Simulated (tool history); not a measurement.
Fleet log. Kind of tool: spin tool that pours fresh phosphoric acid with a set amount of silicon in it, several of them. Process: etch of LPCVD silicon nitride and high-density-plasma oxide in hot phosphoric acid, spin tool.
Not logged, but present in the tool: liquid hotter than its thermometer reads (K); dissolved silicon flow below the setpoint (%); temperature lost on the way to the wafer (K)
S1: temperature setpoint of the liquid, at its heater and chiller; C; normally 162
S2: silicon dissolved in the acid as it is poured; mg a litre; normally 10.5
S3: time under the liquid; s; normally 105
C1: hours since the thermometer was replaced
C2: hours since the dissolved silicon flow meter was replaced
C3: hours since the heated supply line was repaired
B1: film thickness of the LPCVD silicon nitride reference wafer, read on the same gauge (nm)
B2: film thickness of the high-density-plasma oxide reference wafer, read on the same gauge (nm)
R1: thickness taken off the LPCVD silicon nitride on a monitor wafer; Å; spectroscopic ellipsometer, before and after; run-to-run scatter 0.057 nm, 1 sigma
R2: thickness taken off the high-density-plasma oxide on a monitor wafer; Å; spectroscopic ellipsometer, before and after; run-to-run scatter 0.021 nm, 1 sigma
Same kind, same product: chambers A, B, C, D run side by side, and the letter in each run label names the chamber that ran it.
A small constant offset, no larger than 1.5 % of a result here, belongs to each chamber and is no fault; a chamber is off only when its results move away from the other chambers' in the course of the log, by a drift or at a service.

run,day,S1,S2,S3,C1,C2,C3,B1,B2,R1,R2
1D,0.492,162,10.5,105,213.9,1603.3,577.2,130,80.016,88.578,2.8108
2A,0.879,162,10.5,105,1375.2,797.1,791.1,129.98,79.99,90.223,2.8769
3C,1.167,162,10.5,105,517.6,392.3,63.1,129.99,80,89.825,2.7135
4B,1.525,162,10.5,105,520.8,255.7,944.2,130,79.984,88.236,3.1122
5B,1.938,162,10.5,105,530.7,265.6,954.1,129.98,79.994,88.699,3.0115
6C,2.308,162,10.5,105,545,419.7,90.5,129.98,79.995,88.279,2.8068
7A,2.788,162,10.5,105,1421,842.9,836.9,130.01,79.995,89.613,3.1693
8D,3.125,162,10.5,105,277.1,1666.5,640.4,130,80.006,89.198,3.1175
9D,3.342,162,10.5,105,282.3,1671.7,645.6,129.99,80.005,88.672,3.1743
10B,3.725,162,10.5,105,573.6,308.5,997,129.98,79.983,88.234,3.0513
11A,4.138,162,10.5,105,1453.4,875.3,869.3,130.03,80.022,88.569,2.6508
12C,4.583,162,10.5,105,599.6,474.3,145.1,130,80.038,88.934,2.8502
13C,4.929,162,10.5,105,607.9,482.6,153.4,129.99,80.021,89.193,2.936
14B,5.358,162,10.5,105,612.8,347.7,1036.2,130.02,80.017,88.688,2.9158
15A,5.758,162,10.5,105,1492.3,914.2,908.2,130.03,79.98,89.265,2.8895
16D,5.996,162,10.5,105,346,1735.4,709.3,130.01,80.04,88.428,3.0563
17B,6.258,162,10.5,105,634.4,369.3,1057.8,130.04,80.008,88.936,3.2692
18A,6.496,163,5,105,1510,931.9,925.9,130.02,80.024,93.383,3.6535
19C,6.967,163,5,105,656.8,531.5,202.3,129.98,79.976,92.318,3.5856
20D,7.275,163,5,105,376.7,1766.1,740,130.03,80.021,91.001,3.5527
21C,7.779,163,5,105,676.3,551,221.8,130.02,79.988,91.919,3.4464
22B,8.067,162,10.5,105,677.8,412.7,1101.2,130.02,79.999,88.324,3.2688
23D,8.558,162,10.5,105,407.5,1796.9,770.8,129.99,80.009,89.894,2.8306
24A,8.854,162,10.5,105,1566.6,988.5,982.5,129.99,79.979,89.133,2.5919
25D,9.338,159.5,13,105,426.2,1815.6,789.5,129.97,80,81.517,2.3571
26B,9.846,159.5,13,105,720.5,455.4,1143.9,129.97,80.018,81.553,2.3491
27C,10.233,159.5,13,105,735.2,609.9,280.7,129.96,80.039,82.025,2.6177
28A,10.512,159.5,13,105,1606.4,1028.3,1022.3,129.98,80.004,82.526,2.2519
29B,10.738,162,10.5,105,741.9,476.8,1165.3,130.01,79.974,87.145,3.1349
30C,10.988,162,10.5,105,753.3,628,298.8,130.04,79.954,88.83,2.8123
31D,11.283,162,10.5,105,472.9,1862.3,836.2,129.99,79.996,88.753,2.9694
32A,11.633,162,10.5,105,1633.3,1055.2,1049.2,129.99,80.005,89.256,2.866
33A,12.062,162,10.5,105,1643.6,1065.5,1059.5,129.97,80.009,89.209,3.2176
34D,12.362,162,10.5,105,498.8,1888.2,862.1,129.99,79.997,89.891,2.9666
35C,12.8,162,10.5,105,796.8,671.5,342.3,129.98,80.019,89.478,2.9292
36B,13.167,162,10.5,105,800.2,535.1,1223.6,129.98,80.012,88.849,3.0095
37D,13.621,162,10.5,105,529,1918.4,892.3,130.01,79.997,88.91,3.0654
38A,13.958,162,10.5,105,1689.1,1111,1105,130.01,80.015,89.832,2.9806

What goes on in this fleet: one chamber off, a drifting gauge, or nothing beyond the chambers' own small offsets? Name the chamber and the cause, if any.

Nothing is wrong: each chamber keeps only its own small, steady offset and the gauge holds still.
